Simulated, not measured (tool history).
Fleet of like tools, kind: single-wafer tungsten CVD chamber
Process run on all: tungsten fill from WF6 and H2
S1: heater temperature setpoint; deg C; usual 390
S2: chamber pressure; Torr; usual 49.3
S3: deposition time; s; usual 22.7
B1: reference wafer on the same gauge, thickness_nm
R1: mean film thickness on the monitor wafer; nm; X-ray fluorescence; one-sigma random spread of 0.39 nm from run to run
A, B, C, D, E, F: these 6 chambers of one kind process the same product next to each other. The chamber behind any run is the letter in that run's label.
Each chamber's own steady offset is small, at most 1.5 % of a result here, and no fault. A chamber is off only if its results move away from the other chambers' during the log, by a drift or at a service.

{"run": "1C", "hour": 7.3, "S1": 390, "S2": 49.3, "S3": 22.7, "B1": 69.049, "R1": 67.536}
{"run": "2F", "hour": 13.2, "S1": 390, "S2": 49.3, "S3": 22.7, "B1": 69.037, "R1": 68.846}
{"run": "3A", "hour": 22.2, "S1": 390, "S2": 49.3, "S3": 22.7, "B1": 69.13, "R1": 68.738}
{"run": "4D", "hour": 27.8, "S1": 390, "S2": 49.3, "S3": 22.7, "B1": 68.999, "R1": 68.341}
{"run": "5B", "hour": 34.8, "S1": 390, "S2": 49.3, "S3": 22.7, "B1": 69.015, "R1": 68.756}
{"run": "6E", "hour": 43.8, "S1": 390, "S2": 49.3, "S3": 22.7, "B1": 69.201, "R1": 68.721}
{"run": "7E", "hour": 52.1, "S1": 390, "S2": 49.3, "S3": 22.7, "B1": 69.081, "R1": 68.529}
{"run": "8A", "hour": 61.1, "S1": 390, "S2": 49.3, "S3": 22.7, "B1": 69.066, "R1": 68.623}
{"run": "9C", "hour": 65.7, "S1": 402, "S2": 57.7, "S3": 22.7, "B1": 69.09, "R1": 92.343}
{"run": "10B", "hour": 71.9, "S1": 402, "S2": 57.7, "S3": 22.7, "B1": 69.097, "R1": 91.669}
{"run": "11F", "hour": 76.0, "S1": 402, "S2": 57.7, "S3": 22.7, "B1": 69.132, "R1": 90.421}
{"run": "12D", "hour": 80.8, "S1": 402, "S2": 57.7, "S3": 22.7, "B1": 69.122, "R1": 91.373}
{"run": "13E", "hour": 89.1, "S1": 402, "S2": 57.7, "S3": 22.7, "B1": 69.07, "R1": 92.331}
{"run": "14F", "hour": 93.8, "S1": 402, "S2": 57.7, "S3": 22.7, "B1": 69.083, "R1": 91.452}
{"run": "15B", "hour": 101.5, "S1": 390, "S2": 49.3, "S3": 22.7, "B1": 69.132, "R1": 68.586}
{"run": "16A", "hour": 109.0, "S1": 390, "S2": 49.3, "S3": 22.7, "B1": 69.089, "R1": 68.874}
{"hour": 113.7, "done": "chamber F: thermocouple changed; heater temperature recalibrated"}
{"run": "17C", "hour": 116.2, "S1": 390, "S2": 49.3, "S3": 22.7, "B1": 69.032, "R1": 67.969}
{"run": "18D", "hour": 124.0, "S1": 390, "S2": 49.3, "S3": 22.7, "B1": 69.025, "R1": 68.467}
{"run": "19D", "hour": 130.1, "S1": 390, "S2": 49.3, "S3": 22.7, "B1": 69.088, "R1": 68.677}
{"run": "20F", "hour": 139.1, "S1": 390, "S2": 49.3, "S3": 22.7, "B1": 69.122, "R1": 68.763}
{"run": "21E", "hour": 144.9, "S1": 390, "S2": 49.3, "S3": 24.4, "B1": 69.071, "R1": 73.27}
{"run": "22C", "hour": 149.3, "S1": 390, "S2": 49.3, "S3": 24.4, "B1": 69.155, "R1": 72.636}
{"run": "23A", "hour": 158.2, "S1": 390, "S2": 49.3, "S3": 24.4, "B1": 69.205, "R1": 74.179}
{"run": "24B", "hour": 165.6, "S1": 390, "S2": 49.3, "S3": 24.4, "B1": 69.048, "R1": 73.901}
{"run": "25B", "hour": 172.3, "S1": 390, "S2": 49.3, "S3": 24.4, "B1": 69.129, "R1": 73.145}
{"run": "26E", "hour": 176.8, "S1": 390, "S2": 49.3, "S3": 24.4, "B1": 69.021, "R1": 73.702}
{"hour": 180.1, "done": "chamber C: thermocouple changed; heater temperature recalibrated"}
{"run": "27A", "hour": 181.5, "S1": 390, "S2": 49.3, "S3": 22.7, "B1": 69.108, "R1": 68.569}
{"run": "28D", "hour": 190.4, "S1": 390, "S2": 49.3, "S3": 22.7, "B1": 69.096, "R1": 67.982}
{"run": "29F", "hour": 198.0, "S1": 383, "S2": 60.4, "S3": 22.7, "B1": 69.167, "R1": 65.331}
{"run": "30C", "hour": 202.0, "S1": 383, "S2": 60.4, "S3": 22.7, "B1": 69.044, "R1": 64.927}
{"run": "31F", "hour": 211.1, "S1": 383, "S2": 60.4, "S3": 22.7, "B1": 69.043, "R1": 65.345}
{"run": "32C", "hour": 219.4, "S1": 383, "S2": 60.4, "S3": 22.7, "B1": 69.082, "R1": 64.556}
{"run": "33E", "hour": 223.9, "S1": 383, "S2": 60.4, "S3": 22.7, "B1": 69.116, "R1": 65.34}
{"run": "34D", "hour": 230.2, "S1": 383, "S2": 60.4, "S3": 22.7, "B1": 69.135, "R1": 65.379}
{"run": "35A", "hour": 238.6, "S1": 390, "S2": 49.3, "S3": 22.7, "B1": 69.146, "R1": 69.306}
{"run": "36B", "hour": 246.9, "S1": 390, "S2": 49.3, "S3": 22.7, "B1": 69.118, "R1": 68.799}
{"run": "37D", "hour": 252.2, "S1": 390, "S2": 49.3, "S3": 22.7, "B1": 69.167, "R1": 68.895}
{"run": "38B", "hour": 261.2, "S1": 390, "S2": 49.3, "S3": 22.7, "B1": 69.067, "R1": 68.603}
{"run": "39E", "hour": 269.1, "S1": 390, "S2": 49.3, "S3": 22.7, "B1": 69.014, "R1": 68.285}
{"run": "40F", "hour": 273.4, "S1": 390, "S2": 49.3, "S3": 22.7, "B1": 69.13, "R1": 68.373}
{"run": "41A", "hour": 279.8, "S1": 390, "S2": 49.3, "S3": 22.7, "B1": 69.093, "R1": 68.969}

Has any chamber moved away from the others, gradually or after a service, or does the common gauge drift, or do the chambers differ only by their own small steady offsets? State the chamber and the most likely cause if one applies.

Beyond each chamber's small constant offset nothing stands out, and the gauge stays steady.
